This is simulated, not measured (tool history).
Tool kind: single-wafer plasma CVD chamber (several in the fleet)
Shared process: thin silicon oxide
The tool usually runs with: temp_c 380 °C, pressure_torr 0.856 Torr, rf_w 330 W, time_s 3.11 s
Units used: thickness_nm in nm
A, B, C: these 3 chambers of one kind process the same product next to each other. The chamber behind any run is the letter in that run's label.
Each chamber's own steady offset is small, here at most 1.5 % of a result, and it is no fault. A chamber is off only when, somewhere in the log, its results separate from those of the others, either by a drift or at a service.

run,hour,temp_c,pressure_torr,rf_w,time_s,hours since the last thermocouple change,hours since the last RF generator calibration,hours since the last manometer calibration,"read-back reference wafer on the same gauge, thickness_nm",thickness_nm
1C,7.7,380,0.856,330,3.11,1014.5,391.7,19.3,5.4605,6.3868
2B,12,380,0.856,330,3.11,1434.3,52.8,419.7,5.4618,6.3451
3A,18.1,380,0.856,330,3.11,1384.7,582.6,894.3,5.4609,6.4157
4A,22.5,380,0.856,330,3.11,1389.1,587,898.7,5.4651,6.4209
5C,28.3,380,0.856,330,3.11,1035.1,412.3,39.9,5.4667,6.4133
6B,34.9,380,0.856,330,3.11,1457.2,75.7,442.6,5.4697,6.3443
7B,42.1,380,0.856,330,3.11,1464.4,82.9,449.8,5.4698,6.3497
8C,46.2,380,0.856,330,3.11,1053,430.2,57.8,5.4688,6.4276
9A,53.2,380,0.856,330,3.11,1419.8,617.7,929.4,5.4723,6.4315
10B,61.3,380,0.856,330,3.11,1483.6,102.1,469,5.4754,6.3449
11A,69.1,380,0.856,330,3.11,1435.7,633.6,945.3,5.4747,6.4422
12C,73.4,380,0.662,330,3.11,1080.2,457.4,85,5.4766,5.0155
13C,78.8,380,0.662,330,3.11,1085.6,462.8,90.4,5.4767,5.0222
14B,83.4,380,0.662,330,3.11,1505.7,124.2,491.1,5.4779,4.9344
15A,89.7,380,0.856,330,3.11,1456.3,654.2,965.9,5.4779,6.4597
16B,93.8,380,0.856,330,3.11,1516.1,134.6,501.5,5.4798,6.3525
17C,98.7,380,0.856,330,3.11,1105.5,482.7,110.3,5.4787,6.4371
18A,106.3,380,0.856,330,3.11,1472.9,670.8,982.5,5.4819,6.4531
19A,111.9,380,0.856,330,3.11,1478.5,676.4,988.1,5.4858,6.4426
20C,116.6,380,0.856,330,3.11,1123.4,500.6,128.2,5.4847,6.4318
21B,124.4,380,0.856,330,3.11,1546.7,165.2,532.1,5.4892,6.3793
22A,132.6,380,0.856,365,3.11,1499.2,697.1,1008.8,5.4906,6.7011
23B,138.2,380,0.856,365,3.11,1560.5,179,545.9,5.4921,6.6131
24C,144.3,380,0.856,365,3.11,1151.1,528.3,155.9,5.4926,6.6964
25C,152.3,380,0.856,330,3.11,1159.1,536.3,163.9,5.4915,6.4578
26B,155.9,380,0.856,330,3.11,1578.2,196.7,563.6,5.4951,6.3827
27A,159.6,380,0.856,300,3.55,1526.2,724.1,1035.8,5.4983,7.1179

The same settings go to every chamber for the next run, one line per chamber below. Forecast the results for each:
28A,165.5,380,0.856,330,3.11,,,,,?
28B,165.5,380,0.856,330,3.11,,,,,?
28C,165.5,380,0.856,330,3.11,,,,,?

run,thickness_nm
28A,6.4804
28B,6.3775
28C,6.4502
